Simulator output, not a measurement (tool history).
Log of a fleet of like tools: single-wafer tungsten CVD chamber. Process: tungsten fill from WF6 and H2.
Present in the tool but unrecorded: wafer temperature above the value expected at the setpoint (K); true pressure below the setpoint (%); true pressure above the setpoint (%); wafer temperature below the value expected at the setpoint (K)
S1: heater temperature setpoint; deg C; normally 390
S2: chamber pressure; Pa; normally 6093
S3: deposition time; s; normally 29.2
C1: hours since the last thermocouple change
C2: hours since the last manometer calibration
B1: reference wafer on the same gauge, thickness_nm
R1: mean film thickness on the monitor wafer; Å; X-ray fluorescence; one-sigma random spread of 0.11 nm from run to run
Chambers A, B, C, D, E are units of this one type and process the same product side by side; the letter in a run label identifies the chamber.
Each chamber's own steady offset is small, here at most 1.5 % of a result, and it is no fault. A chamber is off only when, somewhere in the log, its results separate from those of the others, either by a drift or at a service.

run,hour,S1,S2,S3,C1,C2,B1,R1
1C,11.3,390,6093,29.2,800.8,881.7,73.612,858.46
2E,20.0,390,6093,29.2,557.0,1225.3,73.620,845.32
3A,29.6,390,6093,29.2,1977.2,1869.1,73.639,863.59
4D,39.2,390,6093,29.2,1796.2,533.3,73.658,856.30
5B,48.7,390,4653,31.5,1164.3,116.0,73.648,815.30
# hour 51.4: chamber A: capacitance manometer re-zeroed and calibrated
6E,56.3,390,4653,31.5,593.3,1261.6,73.674,809.52
7A,66.7,390,4653,31.5,2014.3,15.3,73.666,829.08
8B,75.2,390,4653,31.5,1190.8,142.5,73.676,816.27
9D,87.5,390,4653,31.5,1844.5,581.6,73.692,816.88
10C,94.7,390,6093,29.2,884.2,965.1,73.692,859.92
11E,105.2,390,6093,29.2,642.2,1310.5,73.730,847.64
12B,111.1,390,6093,29.2,1226.7,178.4,73.707,856.94
13A,121.1,390,6093,29.2,2068.7,69.7,73.725,865.60
14C,130.8,390,6093,29.2,920.3,1001.2,73.728,859.86
15D,136.4,390,6093,29.2,1893.4,630.5,73.738,856.48
16D,143.1,390,6093,29.2,1900.1,637.2,73.761,858.77
17C,154.7,390,6093,29.2,944.2,1025.1,73.765,861.17
18E,163.1,390,6093,23.9,700.1,1368.4,73.776,693.74
19B,172.7,390,6093,23.9,1288.3,240.0,73.771,701.43
20A,181.2,390,6093,23.9,2128.8,129.8,73.758,710.36
# hour 185.6: chamber C: thermocouple changed; heater temperature recalibrated
21E,193.5,390,6093,23.9,730.5,1398.8,73.782,692.48
22B,201.5,390,6093,23.9,1317.1,268.8,73.803,702.69
# hour 205.9: chamber A: thermocouple changed; heater temperature recalibrated
23C,211.1,390,6093,29.2,25.5,1081.5,73.804,860.88
24A,219.4,390,6093,29.2,13.5,168.0,73.823,869.42
25D,225.3,390,6093,29.2,1982.3,719.4,73.833,859.95
26E,236.9,390,6093,29.2,773.9,1442.2,73.830,846.72
27D,245.8,390,6093,29.2,2002.8,739.9,73.851,858.62
28A,256.3,390,6093,29.2,50.4,204.9,73.869,866.59
29C,266.7,390,6093,29.2,81.1,1137.1,73.853,860.42
30B,273.9,390,6093,29.2,1389.5,341.2,73.873,861.41
31C,283.5,390,6093,29.2,97.9,1153.9,73.907,861.81
32E,289.1,390,6093,34.8,826.1,1494.4,73.879,1012.10
33D,295.8,390,6093,34.8,2052.8,789.9,73.878,1024.40
34A,304.0,390,6093,34.8,98.1,252.6,73.897,1036.60
35B,312.2,390,6093,34.8,1427.8,379.5,73.902,1023.30
36B,320.8,390,6093,34.8,1436.4,388.1,73.927,1026.90
# hour 321.9: chamber E: capacitance manometer re-zeroed and calibrated
37D,328.6,390,6093,29.2,2085.6,822.7,73.909,861.53
38C,338.1,390,6093,29.2,152.5,1208.5,73.935,862.07
39A,348.3,390,6093,29.2,142.4,296.9,73.946,868.79
40E,356.1,390,6093,29.2,893.1,34.2,73.969,850.99
41E,362.6,390,6093,29.2,899.6,40.7,73.942,850.29
42B,371.0,390,6093,29.2,1486.6,438.3,73.973,860.85

What goes on in this fleet: one chamber off, a drifting gauge, or nothing beyond the chambers' own small offsets? Name the chamber and the cause, if any.

Gauge drift. The chambers move together only on paper, and none stands off.
Cause: gauge reads high (%) = 0.506.
